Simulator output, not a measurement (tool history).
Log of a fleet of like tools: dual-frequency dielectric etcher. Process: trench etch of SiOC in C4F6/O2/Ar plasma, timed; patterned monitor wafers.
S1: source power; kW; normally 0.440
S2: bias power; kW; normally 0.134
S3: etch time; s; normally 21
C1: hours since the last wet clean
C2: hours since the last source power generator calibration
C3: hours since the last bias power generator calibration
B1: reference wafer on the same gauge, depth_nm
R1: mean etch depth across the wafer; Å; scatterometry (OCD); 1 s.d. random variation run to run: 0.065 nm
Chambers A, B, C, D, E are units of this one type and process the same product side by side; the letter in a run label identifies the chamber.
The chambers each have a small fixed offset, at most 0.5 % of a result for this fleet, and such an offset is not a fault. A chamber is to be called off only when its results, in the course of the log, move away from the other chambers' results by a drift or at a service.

run     day     S1     S2  S3     C1      C2      C3      B1      R1
 1D   0.408  0.440  0.134  21  120.3  1785.7  3800.1  46.427  413.21
 2C   0.971  0.440  0.134  21   99.0  1083.0  1102.3  46.412  413.70
 3B   1.379  0.440  0.134  21  139.1  1381.0  1623.8  46.446  415.08
 4E   1.679  0.440  0.134  21  183.2   611.0    58.4  46.453  416.27
 5A   2.212  0.440  0.134  21  401.5  1634.7   206.3  46.462  413.33
 6C   2.638  0.440  0.134  21  139.0  1123.0  1142.3  46.459  414.95
 7E   3.108  0.440  0.160  15  217.5   645.3    92.7  46.462  313.04
 8B   3.617  0.440  0.160  15  192.8  1434.7  1677.5  46.489  313.38
      4.017  -- chamber D: source power generator calibrated
 9A   4.133  0.440  0.160  15  447.6  1680.8   252.4  46.490  311.18
10D   4.629  0.440  0.160  15  221.6    14.8  3901.4  46.508  312.59
11A   5.000  0.440  0.160  15  468.4  1701.6   273.2  46.500  311.64
12E   5.254  0.440  0.134  21  269.0   696.8   144.2  46.517  414.88
      5.292  -- chamber A: wet clean of the chamber
13D   5.783  0.440  0.134  21  249.3    42.5  3929.1  46.537  414.50
14B   6.304  0.440  0.134  21  257.3  1499.2  1742.0  46.533  416.53
15C   6.767  0.440  0.134  21  238.1  1222.1  1241.4  46.571  414.04
16B   7.042  0.440  0.134  21  275.0  1516.9  1759.7  46.549  415.01
17D   7.304  0.440  0.134  21  285.8    79.0  3965.6  46.558  415.21
18E   7.796  0.440  0.134  21  330.0   757.8   205.2  46.587  415.95
19A   8.104  0.440  0.134  21   67.6  1776.1   347.7  46.584  413.65
20C   8.429  0.440  0.134  21  278.0  1262.0  1281.3  46.593  414.51
      8.625  -- chamber B: bias power generator calibrated
21B   8.812  0.360  0.134  27  317.5  1559.4     4.5  46.603  495.71
22E   9.338  0.360  0.134  27  367.0   794.8   242.2  46.609  496.57
      9.583  -- chamber C: wet clean of the chamber
23C   9.688  0.360  0.134  27    2.6  1292.2  1311.5  46.626  491.72
24A  10.088  0.360  0.134  27  115.2  1823.7   395.3  46.634  492.07
25D  10.488  0.360  0.134  27  362.2   155.4  4042.0  46.620  493.77
26C  10.888  0.440  0.134  21   31.4  1321.0  1340.3  46.643  415.89
27D  11.167  0.440  0.134  21  378.5   171.7  4058.3  46.664  415.27
28A  11.558  0.440  0.134  21  150.5  1859.0   430.6  46.658  415.40
29B  11.962  0.440  0.134  21  393.1  1635.0    80.1  46.668  416.04
30E  12.217  0.440  0.134  21  436.1   863.9   311.3  46.689  418.20
31E  12.500  0.440  0.134  21  442.9   870.7   318.1  46.666  416.16
32D  12.742  0.340  0.114  21  416.3   209.5  4096.1  46.675  358.08

Is one chamber off against the others, does the gauge drift, or is nothing wrong? If a chamber is off, say which, and what the likeliest cause is.

Every chamber seems to shift together because the gauge that measures them all drifts; the chambers themselves are fine.
Most likely cause: gauge reads high (%) = 0.645.

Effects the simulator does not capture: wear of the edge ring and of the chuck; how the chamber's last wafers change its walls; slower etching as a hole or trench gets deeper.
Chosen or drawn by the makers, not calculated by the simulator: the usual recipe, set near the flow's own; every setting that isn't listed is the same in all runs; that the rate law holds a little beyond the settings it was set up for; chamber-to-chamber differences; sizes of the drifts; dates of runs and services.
